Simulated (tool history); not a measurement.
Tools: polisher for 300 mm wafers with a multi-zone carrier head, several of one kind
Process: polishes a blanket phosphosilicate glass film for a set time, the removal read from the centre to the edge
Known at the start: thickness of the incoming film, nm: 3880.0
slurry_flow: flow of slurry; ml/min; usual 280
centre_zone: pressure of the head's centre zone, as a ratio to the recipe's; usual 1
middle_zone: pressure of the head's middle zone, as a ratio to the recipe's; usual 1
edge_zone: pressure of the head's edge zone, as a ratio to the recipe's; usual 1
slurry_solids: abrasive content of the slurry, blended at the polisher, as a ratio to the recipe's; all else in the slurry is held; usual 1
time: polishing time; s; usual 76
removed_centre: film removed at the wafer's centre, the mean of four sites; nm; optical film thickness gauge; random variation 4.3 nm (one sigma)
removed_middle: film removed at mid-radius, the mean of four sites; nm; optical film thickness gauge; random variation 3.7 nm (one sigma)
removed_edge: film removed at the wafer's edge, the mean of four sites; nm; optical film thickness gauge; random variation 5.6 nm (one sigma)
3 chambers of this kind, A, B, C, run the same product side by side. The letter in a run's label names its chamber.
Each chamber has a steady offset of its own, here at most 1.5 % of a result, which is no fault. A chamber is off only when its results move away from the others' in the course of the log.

-- day=0.146 chamber C: edge zone pressure recalibrated
run 1B day=0.312 | slurry_flow=280 centre_zone=1 middle_zone=1 edge_zone=1 slurry_solids=1 time=76 | removed_centre=442.75 removed_middle=442 removed_edge=438.35
-- day=0.475 chamber B: worn pad replaced by a new one
-- day=0.783 chamber A: worn pad replaced by a new one
run 2A day=0.788 | slurry_flow=280 centre_zone=1 middle_zone=1 edge_zone=1 slurry_solids=1 time=76 | removed_centre=437.75 removed_middle=440.93 removed_edge=435.42
run 3C day=1.167 | slurry_flow=280 centre_zone=1 middle_zone=1 edge_zone=1 slurry_solids=1 time=76 | removed_centre=445.03 removed_middle=445.19 removed_edge=450.11
run 4B day=1.679 | slurry_flow=280 centre_zone=1 middle_zone=1 edge_zone=1 slurry_solids=1 time=76 | removed_centre=447.53 removed_middle=443.86 removed_edge=434.3
run 5C day=2.083 | slurry_flow=280 centre_zone=1 middle_zone=1 edge_zone=1 slurry_solids=1 time=76 | removed_centre=449.13 removed_middle=444.2 removed_edge=443.1
run 6A day=2.362 | slurry_flow=280 centre_zone=1 middle_zone=1 edge_zone=1 slurry_solids=1 time=76 | removed_centre=443.2 removed_middle=445.2 removed_edge=443.89
run 7C day=2.712 | slurry_flow=280 centre_zone=1 middle_zone=1.06 edge_zone=1 slurry_solids=0.85 time=76 | removed_centre=412.75 removed_middle=434.59 removed_edge=404.99
run 8A day=3.329 | slurry_flow=280 centre_zone=1 middle_zone=1.06 edge_zone=1 slurry_solids=0.85 time=76 | removed_centre=414.32 removed_middle=432.7 removed_edge=413.96
run 9B day=3.608 | slurry_flow=280 centre_zone=1 middle_zone=1.06 edge_zone=1 slurry_solids=0.85 time=76 | removed_centre=411.91 removed_middle=434.17 removed_edge=413.31
run 10A day=3.888 | slurry_flow=280 centre_zone=1 middle_zone=1.11 edge_zone=1 slurry_solids=0.9 time=76 | removed_centre=420.86 removed_middle=460.83 removed_edge=427.9
run 11C day=4.388 | slurry_flow=280 centre_zone=1 middle_zone=1.11 edge_zone=1 slurry_solids=0.9 time=76 | removed_centre=424.55 removed_middle=464.93 removed_edge=424.44
-- day=4.462 chamber A: worn pad replaced by a new one
run 12B day=4.754 | slurry_flow=280 centre_zone=1 middle_zone=1.11 edge_zone=1 slurry_solids=0.9 time=76 | removed_centre=415.83 removed_middle=456.74 removed_edge=416.16
run 13C day=5.3 | slurry_flow=280 centre_zone=1 middle_zone=1 edge_zone=1 slurry_solids=1 time=76 | removed_centre=444.29 removed_middle=441.84 removed_edge=455.03
run 14A day=5.833 | slurry_flow=280 centre_zone=1 middle_zone=1 edge_zone=1 slurry_solids=1 time=76 | removed_centre=439.13 removed_middle=439.67 removed_edge=440.96
-- day=6.138 chamber C: slurry nozzle cleaned
run 15B day=6.254 | slurry_flow=280 centre_zone=1 middle_zone=1 edge_zone=1 slurry_solids=1 time=76 | removed_centre=433.36 removed_middle=446.52 removed_edge=450.64
-- day=6.429 chamber B: centre zone pressure recalibrated
-- day=6.458 chamber B: slurry nozzle cleaned
run 16B day=6.842 | slurry_flow=280 centre_zone=1 middle_zone=1 edge_zone=1 slurry_solids=1 time=76 | removed_centre=470.73 removed_middle=447.06 removed_edge=446.02
-- day=7.067 chamber C: worn pad replaced by a new one
run 17C day=7.171 | slurry_flow=280 centre_zone=1 middle_zone=1 edge_zone=1 slurry_solids=1 time=76 | removed_centre=449.9 removed_middle=446.22 removed_edge=447.67
run 18A day=7.733 | slurry_flow=280 centre_zone=1 middle_zone=1 edge_zone=1 slurry_solids=1.1 time=90 | removed_centre=545.26 removed_middle=548.14 removed_edge=530.26
-- day=8.192 chamber B: worn pad replaced by a new one
run 19C day=8.35 | slurry_flow=280 centre_zone=1 middle_zone=1 edge_zone=1 slurry_solids=1.1 time=90 | removed_centre=543.75 removed_middle=549.92 removed_edge=550.67
-- day=8.408 chamber A: edge zone pressure recalibrated
-- day=8.508 chamber A: worn pad replaced by a new one
run 20B day=8.708 | slurry_flow=280 centre_zone=1 middle_zone=1 edge_zone=1 slurry_solids=1.1 time=90 | removed_centre=580.89 removed_middle=544.87 removed_edge=547.38
run 21A day=9.167 | slurry_flow=280 centre_zone=1 middle_zone=1 edge_zone=1 slurry_solids=1 time=76 | removed_centre=447.57 removed_middle=448.04 removed_edge=442.44
run 22A day=9.633 | slurry_flow=230 centre_zone=1 middle_zone=1 edge_zone=1 slurry_solids=1 time=76 | removed_centre=437.08 removed_middle=433.31 removed_edge=443.98
run 23B day=10.15 | slurry_flow=230 centre_zone=1 middle_zone=1 edge_zone=1 slurry_solids=1 time=76 | removed_centre=454.28 removed_middle=431.92 removed_edge=435.89
run 24C day=10.471 | slurry_flow=230 centre_zone=1 middle_zone=1 edge_zone=1 slurry_solids=1 time=76 | removed_centre=436.91 removed_middle=435.76 removed_edge=445.43
run 25A day=10.817 | slurry_flow=280 centre_zone=1 middle_zone=1 edge_zone=1 slurry_solids=1 time=76 | removed_centre=436.44 removed_middle=437.76 removed_edge=449.01
run 26B day=11.167 | slurry_flow=280 centre_zone=1 middle_zone=0.91 edge_zone=1.1 slurry_solids=1 time=76 | removed_centre=478.89 removed_middle=411.8 removed_edge=471.59
run 27C day=11.562 | slurry_flow=280 centre_zone=1 middle_zone=0.91 edge_zone=1.1 slurry_solids=1 time=76 | removed_centre=446.03 removed_middle=407.82 removed_edge=471.3
-- day=11.9 chamber A: worn pad replaced by a new one
run 28A day=12.192 | slurry_flow=280 centre_zone=1 middle_zone=0.91 edge_zone=1.1 slurry_solids=1 time=76 | removed_centre=445.46 removed_middle=403.91 removed_edge=465.54
run 29B day=12.508 | slurry_flow=280 centre_zone=1.12 middle_zone=1 edge_zone=1 slurry_solids=1 time=76 | removed_centre=531.98 removed_middle=445.35 removed_edge=445.36
run 30C day=13.096 | slurry_flow=280 centre_zone=1.12 middle_zone=1 edge_zone=1 slurry_solids=1 time=76 | removed_centre=498.5 removed_middle=444.7 removed_edge=448.51
-- day=13.217 chamber C: centre zone pressure recalibrated
run 31A day=13.538 | slurry_flow=280 centre_zone=1.12 middle_zone=1 edge_zone=1 slurry_solids=1 time=76 | removed_centre=503.71 removed_middle=443.02 removed_edge=448.55
run 32C day=13.992 | slurry_flow=280 centre_zone=1 middle_zone=1 edge_zone=1 slurry_solids=1 time=76 | removed_centre=441.52 removed_middle=446.74 removed_edge=450.52
run 33B day=14.329 | slurry_flow=280 centre_zone=1 middle_zone=1 edge_zone=1 slurry_solids=1.2 time=76 | removed_centre=513.99 removed_middle=473.62 removed_edge=462.2
-- day=14.592 chamber C: worn pad replaced by a new one
run 34A day=14.958 | slurry_flow=280 centre_zone=1 middle_zone=1 edge_zone=1 slurry_solids=1.2 time=76 | removed_centre=475.88 removed_middle=486.53 removed_edge=473.26
-- day=15.312 chamber A: worn pad replaced by a new one
run 35B day=15.504 | slurry_flow=280 centre_zone=1 middle_zone=1 edge_zone=1 slurry_solids=1.2 time=76 | removed_centre=515.16 removed_middle=473.72 removed_edge=458.31
-- day=15.804 chamber B: worn pad replaced by a new one
-- day=15.808 chamber A: slurry nozzle cleaned
run 36C day=16.012 | slurry_flow=280 centre_zone=1 middle_zone=1 edge_zone=1 slurry_solids=1 time=76 | removed_centre=445.27 removed_middle=435.96 removed_edge=440.81
-- day=16.029 chamber B: edge zone pressure recalibrated
run 37A day=16.442 | slurry_flow=280 centre_zone=1 middle_zone=1 edge_zone=1 slurry_solids=1 time=76 | removed_centre=439.83 removed_middle=443.17 removed_edge=442.77
run 38B day=16.971 | slurry_flow=280 centre_zone=1 middle_zone=1 edge_zone=1 slurry_solids=1 time=76 | removed_centre=474.87 removed_middle=443.21 removed_edge=434.78
-- day=17.417 chamber C: edge zone pressure recalibrated
run 39C day=17.471 | slurry_flow=280 centre_zone=1 middle_zone=1 edge_zone=1 slurry_solids=1 time=76 | removed_centre=449.74 removed_middle=443.27 removed_edge=444.16

Next, every chamber runs the same settings. What will each give?
run 40A day=17.925 | slurry_flow=280 centre_zone=1 middle_zone=1 edge_zone=1 slurry_solids=1 time=76 | removed_centre=? removed_middle=? removed_edge=?
run 40B day=17.925 | slurry_flow=280 centre_zone=1 middle_zone=1 edge_zone=1 slurry_solids=1 time=76 | removed_centre=? removed_middle=? removed_edge=?
run 40C day=17.925 | slurry_flow=280 centre_zone=1 middle_zone=1 edge_zone=1 slurry_solids=1 time=76 | removed_centre=? removed_middle=? removed_edge=?

run=40A removed_centre=436.61 removed_middle=446.14 removed_edge=444.99
run=40B removed_centre=476.24 removed_middle=440.73 removed_edge=437.04
run=40C removed_centre=437.67 removed_middle=445.74 removed_edge=443.52
